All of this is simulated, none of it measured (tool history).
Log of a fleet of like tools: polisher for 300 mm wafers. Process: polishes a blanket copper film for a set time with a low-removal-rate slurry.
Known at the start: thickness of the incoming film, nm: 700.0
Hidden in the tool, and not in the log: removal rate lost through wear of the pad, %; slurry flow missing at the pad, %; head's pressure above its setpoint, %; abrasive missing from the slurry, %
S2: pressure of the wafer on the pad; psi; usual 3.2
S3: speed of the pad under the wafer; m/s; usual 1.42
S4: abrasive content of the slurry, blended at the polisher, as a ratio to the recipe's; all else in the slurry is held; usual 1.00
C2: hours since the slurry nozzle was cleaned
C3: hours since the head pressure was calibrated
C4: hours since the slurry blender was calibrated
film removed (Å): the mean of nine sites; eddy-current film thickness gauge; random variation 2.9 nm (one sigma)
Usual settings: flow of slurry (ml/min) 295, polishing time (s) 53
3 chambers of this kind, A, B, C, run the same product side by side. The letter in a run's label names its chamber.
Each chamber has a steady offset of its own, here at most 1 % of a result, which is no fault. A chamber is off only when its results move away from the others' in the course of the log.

{"run": "1C", "day": 0.117, "flow of slurry (ml/min)": 295, "S2": 3.2, "S3": 1.42, "S4": 1.0, "polishing time (s)": 53, "wafers polished on this pad": 128, "C2": 87.7, "C3": 970.3, "C4": 157.2, "film removed (Å)": 2709.3}
{"day": 0.188, "done": "chamber B: worn pad replaced by a new one"}
{"run": "2B", "day": 0.329, "flow of slurry (ml/min)": 295, "S2": 3.2, "S3": 1.42, "S4": 1.0, "polishing time (s)": 53, "wafers polished on this pad": 44, "C2": 148.3, "C3": 282.9, "C4": 73.8, "film removed (Å)": 2636.0}
{"run": "3A", "day": 0.533, "flow of slurry (ml/min)": 295, "S2": 3.2, "S3": 1.42, "S4": 1.0, "polishing time (s)": 53, "wafers polished on this pad": 371, "C2": 17.1, "C3": 273.4, "C4": 248.5, "film removed (Å)": 2654.0}
{"run": "4A", "day": 0.679, "flow of slurry (ml/min)": 295, "S2": 3.2, "S3": 1.42, "S4": 1.0, "polishing time (s)": 53, "wafers polished on this pad": 416, "C2": 20.6, "C3": 276.9, "C4": 252.0, "film removed (Å)": 2766.5}
{"run": "5B", "day": 0.829, "flow of slurry (ml/min)": 295, "S2": 3.2, "S3": 1.42, "S4": 1.0, "polishing time (s)": 53, "wafers polished on this pad": 200, "C2": 160.3, "C3": 294.9, "C4": 85.8, "film removed (Å)": 2657.1}
{"run": "6C", "day": 0.992, "flow of slurry (ml/min)": 295, "S2": 3.2, "S3": 1.42, "S4": 1.0, "polishing time (s)": 53, "wafers polished on this pad": 401, "C2": 108.7, "C3": 991.3, "C4": 178.2, "film removed (Å)": 2693.0}
{"run": "7B", "day": 1.133, "flow of slurry (ml/min)": 295, "S2": 3.2, "S3": 1.42, "S4": 1.0, "polishing time (s)": 53, "wafers polished on this pad": 295, "C2": 167.6, "C3": 302.2, "C4": 93.1, "film removed (Å)": 2687.4}
{"run": "8A", "day": 1.392, "flow of slurry (ml/min)": 295, "S2": 3.2, "S3": 1.42, "S4": 1.1, "polishing time (s)": 53, "wafers polished on this pad": 639, "C2": 37.7, "C3": 294.0, "C4": 269.1, "film removed (Å)": 2739.5}
{"run": "9C", "day": 1.562, "flow of slurry (ml/min)": 295, "S2": 3.2, "S3": 1.42, "S4": 1.1, "polishing time (s)": 53, "wafers polished on this pad": 580, "C2": 122.4, "C3": 1005.0, "C4": 191.9, "film removed (Å)": 2745.3}
{"day": 1.571, "done": "chamber B: worn pad replaced by a new one"}
{"day": 1.621, "done": "chamber C: slurry blender recalibrated"}
{"run": "10B", "day": 1.696, "flow of slurry (ml/min)": 295, "S2": 3.2, "S3": 1.42, "S4": 1.1, "polishing time (s)": 53, "wafers polished on this pad": 39, "C2": 181.1, "C3": 315.7, "C4": 106.6, "film removed (Å)": 2734.4}
{"run": "11A", "day": 1.85, "flow of slurry (ml/min)": 295, "S2": 3.2, "S3": 1.42, "S4": 0.9, "polishing time (s)": 53, "wafers polished on this pad": 783, "C2": 48.7, "C3": 305.0, "C4": 280.1, "film removed (Å)": 2682.3}
{"run": "12C", "day": 2.054, "flow of slurry (ml/min)": 295, "S2": 3.2, "S3": 1.42, "S4": 0.9, "polishing time (s)": 53, "wafers polished on this pad": 734, "C2": 134.2, "C3": 1016.8, "C4": 10.4, "film removed (Å)": 2642.3}
{"run": "13A", "day": 2.25, "flow of slurry (ml/min)": 295, "S2": 3.2, "S3": 1.42, "S4": 0.9, "polishing time (s)": 53, "wafers polished on this pad": 908, "C2": 58.3, "C3": 314.6, "C4": 289.7, "film removed (Å)": 2629.1}
{"day": 2.329, "done": "chamber C: worn pad replaced by a new one"}
{"day": 2.346, "done": "chamber A: worn pad replaced by a new one"}
{"run": "14B", "day": 2.388, "flow of slurry (ml/min)": 295, "S2": 3.2, "S3": 1.42, "S4": 1.0, "polishing time (s)": 53, "wafers polished on this pad": 255, "C2": 197.7, "C3": 332.3, "C4": 123.2, "film removed (Å)": 2636.2}
{"day": 2.571, "done": "chamber A: slurry blender recalibrated"}
{"run": "15C", "day": 2.596, "flow of slurry (ml/min)": 295, "S2": 3.2, "S3": 1.42, "S4": 1.0, "polishing time (s)": 53, "wafers polished on this pad": 83, "C2": 147.2, "C3": 1029.8, "C4": 23.4, "film removed (Å)": 2676.7}
{"day": 2.758, "done": "chamber B: slurry nozzle cleaned"}
{"run": "16C", "day": 2.854, "flow of slurry (ml/min)": 295, "S2": 3.2, "S3": 1.42, "S4": 1.0, "polishing time (s)": 53, "wafers polished on this pad": 164, "C2": 153.4, "C3": 1036.0, "C4": 29.6, "film removed (Å)": 2666.7}
{"run": "17A", "day": 2.983, "flow of slurry (ml/min)": 295, "S2": 3.2, "S3": 1.42, "S4": 1.0, "polishing time (s)": 53, "wafers polished on this pad": 200, "C2": 75.9, "C3": 332.2, "C4": 9.9, "film removed (Å)": 2706.7}
{"run": "18B", "day": 3.217, "flow of slurry (ml/min)": 295, "S2": 3.2, "S3": 1.42, "S4": 1.0, "polishing time (s)": 53, "wafers polished on this pad": 515, "C2": 11.0, "C3": 352.2, "C4": 143.1, "film removed (Å)": 2623.1}
{"day": 3.408, "done": "chamber B: worn pad replaced by a new one"}
{"run": "19C", "day": 3.412, "flow of slurry (ml/min)": 295, "S2": 3.2, "S3": 1.42, "S4": 1.0, "polishing time (s)": 53, "wafers polished on this pad": 339, "C2": 166.8, "C3": 1049.4, "C4": 43.0, "film removed (Å)": 2694.2}
{"run": "20B", "day": 3.642, "flow of slurry (ml/min)": 295, "S2": 3.2, "S3": 1.12, "S4": 0.75, "polishing time (s)": 53, "wafers polished on this pad": 73, "C2": 21.2, "C3": 362.4, "C4": 153.3, "film removed (Å)": 1913.9}
{"run": "21A", "day": 3.754, "flow of slurry (ml/min)": 295, "S2": 3.2, "S3": 1.12, "S4": 0.75, "polishing time (s)": 53, "wafers polished on this pad": 441, "C2": 94.4, "C3": 350.7, "C4": 28.4, "film removed (Å)": 1986.9}
{"run": "22B", "day": 3.871, "flow of slurry (ml/min)": 295, "S2": 3.2, "S3": 1.12, "S4": 0.75, "polishing time (s)": 53, "wafers polished on this pad": 145, "C2": 26.7, "C3": 367.9, "C4": 158.8, "film removed (Å)": 1912.2}
{"run": "23A", "day": 4.042, "flow of slurry (ml/min)": 295, "S2": 3.2, "S3": 1.42, "S4": 1.0, "polishing time (s)": 53, "wafers polished on this pad": 531, "C2": 101.3, "C3": 357.6, "C4": 35.3, "film removed (Å)": 2740.4}
{"run": "24C", "day": 4.242, "flow of slurry (ml/min)": 295, "S2": 3.2, "S3": 1.42, "S4": 1.0, "polishing time (s)": 53, "wafers polished on this pad": 598, "C2": 186.7, "C3": 1069.3, "C4": 62.9, "film removed (Å)": 2620.3}
{"run": "25B", "day": 4.417, "flow of slurry (ml/min)": 295, "S2": 3.2, "S3": 1.42, "S4": 1.0, "polishing time (s)": 53, "wafers polished on this pad": 315, "C2": 39.8, "C3": 381.0, "C4": 171.9, "film removed (Å)": 2564.9}
{"run": "26A", "day": 4.638, "flow of slurry (ml/min)": 295, "S2": 3.2, "S3": 1.42, "S4": 1.0, "polishing time (s)": 53, "wafers polished on this pad": 717, "C2": 115.6, "C3": 371.9, "C4": 49.6, "film removed (Å)": 2731.0}
{"run": "27C", "day": 4.862, "flow of slurry (ml/min)": 295, "S2": 3.2, "S3": 1.42, "S4": 1.25, "polishing time (s)": 53, "wafers polished on this pad": 792, "C2": 201.6, "C3": 1084.2, "C4": 77.8, "film removed (Å)": 2865.6}
{"run": "28B", "day": 5.062, "flow of slurry (ml/min)": 295, "S2": 3.2, "S3": 1.42, "S4": 1.25, "polishing time (s)": 53, "wafers polished on this pad": 517, "C2": 55.3, "C3": 396.5, "C4": 187.4, "film removed (Å)": 2679.7}
{"day": 5.138, "done": "chamber C: worn pad replaced by a new one"}
{"day": 5.175, "done": "chamber B: worn pad replaced by a new one"}
{"run": "29A", "day": 5.2, "flow of slurry (ml/min)": 295, "S2": 3.2, "S3": 1.42, "S4": 1.25, "polishing time (s)": 53, "wafers polished on this pad": 893, "C2": 129.1, "C3": 385.4, "C4": 63.1, "film removed (Å)": 2865.1}
{"run": "30C", "day": 5.388, "flow of slurry (ml/min)": 295, "S2": 3.2, "S3": 1.42, "S4": 1.0, "polishing time (s)": 53, "wafers polished on this pad": 79, "C2": 214.2, "C3": 1096.8, "C4": 90.4, "film removed (Å)": 2686.6}
{"run": "31B", "day": 5.6, "flow of slurry (ml/min)": 295, "S2": 3.2, "S3": 1.42, "S4": 1.0, "polishing time (s)": 53, "wafers polished on this pad": 134, "C2": 68.2, "C3": 409.4, "C4": 200.3, "film removed (Å)": 2502.1}
{"run": "32A", "day": 5.796, "flow of slurry (ml/min)": 295, "S2": 3.2, "S3": 1.42, "S4": 1.0, "polishing time (s)": 53, "wafers polished on this pad": 1080, "C2": 143.4, "C3": 399.7, "C4": 77.4, "film removed (Å)": 2722.9}
{"day": 5.842, "done": "chamber A: worn pad replaced by a new one"}
{"run": "33C", "day": 6.0, "flow of slurry (ml/min)": 295, "S2": 3.2, "S3": 1.42, "S4": 1.0, "polishing time (s)": 53, "wafers polished on this pad": 271, "C2": 228.9, "C3": 1111.5, "C4": 105.1, "film removed (Å)": 2689.8}
{"run": "34A", "day": 6.233, "flow of slurry (ml/min)": 295, "S2": 3.2, "S3": 1.58, "S4": 1.0, "polishing time (s)": 53, "wafers polished on this pad": 122, "C2": 153.9, "C3": 410.2, "C4": 87.9, "film removed (Å)": 3031.1}

Is one chamber off against the others, does the gauge drift, or is nothing wrong? If a chamber is off, say which, and what the likeliest cause is.

Chamber B drifts away from the others.
Cause: abrasive missing from the slurry, % = 28.8.
The log may not tell that from: head's pressure below its setpoint, %.

Here are 4 candidates for chamber B's next run, each the usual settings with a change, their results left as question marks. Which one brings its results back in line with what the others give on the usual settings?
In line means no further than this from the other chambers' mean on the usual settings: film removed (Å) 100.0
{"run": "35B-1", "day": 6.417, "flow of slurry (ml/min)": 295, "S2": 3.2, "S3": 1.52, "S4": 1.0, "polishing time (s)": 53, "film removed (Å)": "?"}
{"run": "35B-2", "day": 6.417, "flow of slurry (ml/min)": 300, "S2": 3.7, "S3": 1.42, "S4": 1.05, "polishing time (s)": 53, "film removed (Å)": "?"}
{"run": "35B-3", "day": 6.417, "flow of slurry (ml/min)": 295, "S2": 3.2, "S3": 1.36, "S4": 1.0, "polishing time (s)": 51, "film removed (Å)": "?"}
{"run": "35B-4", "day": 6.417, "flow of slurry (ml/min)": 295, "S2": 3.2, "S3": 1.42, "S4": 1.0, "polishing time (s)": 46, "film removed (Å)": "?"}

The other chambers' mean on the usual settings: film removed (Å) 2701.0
run=35B-1 film_removed_(Å)=2689.5
run=35B-2 film_removed_(Å)=2939.7
run=35B-3 film_removed_(Å)=2311.8
run=35B-4 film_removed_(Å)=2178.5
35B-1 brings the chamber back in line.
